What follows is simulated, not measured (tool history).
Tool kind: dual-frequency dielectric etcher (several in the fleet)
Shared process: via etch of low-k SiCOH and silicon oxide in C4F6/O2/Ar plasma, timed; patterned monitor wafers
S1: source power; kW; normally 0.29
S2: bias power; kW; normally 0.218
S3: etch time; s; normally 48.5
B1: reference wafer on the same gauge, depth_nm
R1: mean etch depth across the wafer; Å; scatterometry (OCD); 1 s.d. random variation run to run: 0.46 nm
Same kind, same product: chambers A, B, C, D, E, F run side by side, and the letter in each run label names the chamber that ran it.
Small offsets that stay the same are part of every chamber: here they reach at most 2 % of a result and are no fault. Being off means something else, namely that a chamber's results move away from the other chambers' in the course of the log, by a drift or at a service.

run   hour    S1     S2    S3      B1      R1
 1C    6.1  0.29  0.218  48.5  95.012  1100.1
 2B   11.4  0.29  0.218  48.5  94.957  1090.8
 3D   17.3  0.29  0.218  48.5  95.058    1077
 4E   23.7  0.29  0.218  48.5  95.103  1076.8
 5A   28.6  0.29  0.218  48.5  95.019  1093.4
 6F   36.5  0.29  0.218  48.5   94.97  1088.6
 7B   43.5  0.29  0.218  48.5  94.975  1098.1
 8C     52  0.29  0.218  48.5  94.988  1092.9
 9A   57.2  0.29  0.218  48.5  95.043  1093.2
10E   65.3  0.33  0.218  48.5   94.97  1125.7
11D   71.3  0.33  0.218  48.5   94.93  1129.7
12F   75.7  0.33  0.218  48.5  95.071    1132
13E   83.3  0.33  0.218  48.5  94.979  1132.2
14C   91.8  0.33  0.218  48.5  94.928  1143.6
15F   98.3  0.33  0.218  48.5  95.009  1146.8
16D  105.4  0.24  0.218  55.5  94.937  1141.1
17B  113.7  0.24  0.218  55.5   95.02  1162.3
18A  122.5  0.24  0.218  55.5  95.027  1155.8
     123.5  -- chamber A: wet clean of the chamber
19B  131.3  0.24  0.218  55.5  95.067  1158.9
20A    136  0.24  0.218  55.5  95.051  1094.7
21D  140.6  0.24  0.218  55.5  94.956  1141.4
22E  148.6  0.29  0.218  48.5  94.991  1072.7
23C  157.5  0.29  0.218  48.5  94.969  1082.5
24F  163.1  0.29  0.218  48.5  95.119  1083.2
25C  171.1  0.29  0.218  48.5  94.988  1093.9
26F  177.8  0.29  0.218  48.5  95.036  1081.1
27A  186.4  0.29  0.218  48.5   94.98    1030
28D  190.7  0.29  0.218  48.5  94.904  1080.1
29E  199.5  0.29  0.218  48.5      95  1074.3
30B  205.7  0.29  0.218  48.5   94.96    1098
31B  211.3  0.29  0.218  48.5  94.992    1096
32E    217  0.23  0.218    36  95.044  729.62
33C  222.1  0.23  0.218    36  94.969  740.47
34A  230.1  0.23  0.218    36  94.976   705.7
35F  236.1  0.23  0.218    36  95.045  737.31
36D  240.3  0.23  0.218    36   94.97  734.38
37C  247.6  0.23  0.218    36  95.099  739.63
38A  252.4  0.29  0.218  48.5  95.041  1036.6
39D    259  0.29  0.218  48.5  94.981  1072.3

Next, all 6 chambers run the settings below, one line each with question marks for the results. What does each chamber give?
40A  265.8  0.29  0.218  53       ?
40B  265.8  0.29  0.218  53       ?
40C  265.8  0.29  0.218  53       ?
40D  265.8  0.29  0.218  53       ?
40E  265.8  0.29  0.218  53       ?
40F  265.8  0.29  0.218  53       ?

run      R1
40A  1136.7
40B  1197.7
40C  1193.1
40D  1173.2
40E  1181.4
40F  1180.8
